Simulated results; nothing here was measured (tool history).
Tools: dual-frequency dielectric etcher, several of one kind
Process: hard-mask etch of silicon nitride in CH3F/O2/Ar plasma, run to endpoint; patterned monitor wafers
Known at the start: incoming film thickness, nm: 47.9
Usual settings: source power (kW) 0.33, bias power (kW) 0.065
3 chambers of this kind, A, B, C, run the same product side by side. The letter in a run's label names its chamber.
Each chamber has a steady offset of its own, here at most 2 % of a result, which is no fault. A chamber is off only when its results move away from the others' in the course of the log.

run   hour  source power (kW)  bias power (kW)  hours since the last wet clean  hours since the last source power generator calibration  hours since the last bias power generator calibration  endpoint time (s)
 1A     10               0.33            0.065                           189.7                                                   2114.8                                                    105             78.077
 2B   18.1               0.33            0.065                           204.9                                                   1176.8                                                 2234.5             76.897
 3C   30.7               0.33            0.065                            35.9                                                    696.6                                                  797.2             77.981
 4C   37.5               0.33            0.065                            42.7                                                    703.4                                                    804             76.849
 5B   46.4               0.33            0.065                           233.2                                                   1205.1                                                 2262.8             76.538
 6A   55.7               0.33            0.065                           235.4                                                   2160.5                                                  150.7             78.194
 7C   68.2               0.33            0.065                            73.4                                                    734.1                                                  834.7             79.252
 8A     76               0.33            0.065                           255.7                                                   2180.8                                                    171             78.003
 9B   86.9               0.33             0.07                           273.7                                                   1245.6                                                 2303.3               73.8
10C   93.2               0.33             0.07                            98.4                                                    759.1                                                  859.7             75.667
11B  106.3               0.33             0.07                           293.1                                                     1265                                                 2322.7             73.905
12A  115.1               0.33            0.065                           294.8                                                   2219.9                                                  210.1             78.495
13C  125.8               0.33            0.065                             131                                                    791.7                                                  892.3             78.252
       127  -- chamber A: source power generator calibrated
14A  136.4               0.33            0.065                           316.1                                                      9.4                                                  231.4             78.673
15B  145.8               0.33            0.065                           332.6                                                   1304.5                                                 2362.2             74.963
16C  155.4               0.33            0.065                           160.6                                                    821.3                                                  921.9              77.85
17A  168.7               0.33            0.065                           348.4                                                     41.7                                                  263.7             79.423
18B  175.5               0.33            0.065                           362.3                                                   1334.2                                                 2391.9             75.356
19B  182.3               0.33            0.065                           369.1                                                     1341                                                 2398.7             75.651
20A  192.8               0.33            0.065                           372.5                                                     65.8                                                  287.8             80.024
21C  205.6               0.33            0.065                           210.8                                                    871.5                                                  972.1             78.278
22B    212               0.37            0.065                           398.8                                                   1370.7                                                 2428.4             72.233
23C  225.9               0.37            0.065                           231.1                                                    891.8                                                  992.4             75.296
24A  234.1               0.37            0.065                           413.8                                                    107.1                                                  329.1             77.172
25A    245               0.33            0.065                           424.7                                                      118                                                    340             79.741
26B  253.2               0.33            0.065                             440                                                   1411.9                                                 2469.6             76.007
27C  266.7               0.33            0.065                           271.9                                                    932.6                                                 1033.2             78.654

Is one chamber off against the others, does the gauge drift, or is nothing wrong? If a chamber is off, say which, and what the likeliest cause is.

Chamber A drifts away from the others.
Cause: etch rate under this chamber's usual, % = 4.48.

Here are 4 candidates for chamber A's next run, each the usual settings with a change, their results left as question marks. Which one brings its results back in line with what the others give on the usual settings?
In line means no further than this from the other chambers' mean on the usual settings: endpoint time (s) 2.1
28A-1  276.9               0.38            0.065                                                                                                                                                                  ?
28A-2  276.9               0.38            0.074                                                                                                                                                                  ?
28A-3  276.9               0.28            0.056                                                                                                                                                                  ?
28A-4  276.9                0.3             0.06                                                                                                                                                                  ?

The other chambers' mean on the usual settings: endpoint time (s) 76.925
  run  endpoint time (s)
28A-1             76.914
28A-2             73.534
28A-3             91.095
28A-4             86.624
28A-1 brings the chamber back in line.

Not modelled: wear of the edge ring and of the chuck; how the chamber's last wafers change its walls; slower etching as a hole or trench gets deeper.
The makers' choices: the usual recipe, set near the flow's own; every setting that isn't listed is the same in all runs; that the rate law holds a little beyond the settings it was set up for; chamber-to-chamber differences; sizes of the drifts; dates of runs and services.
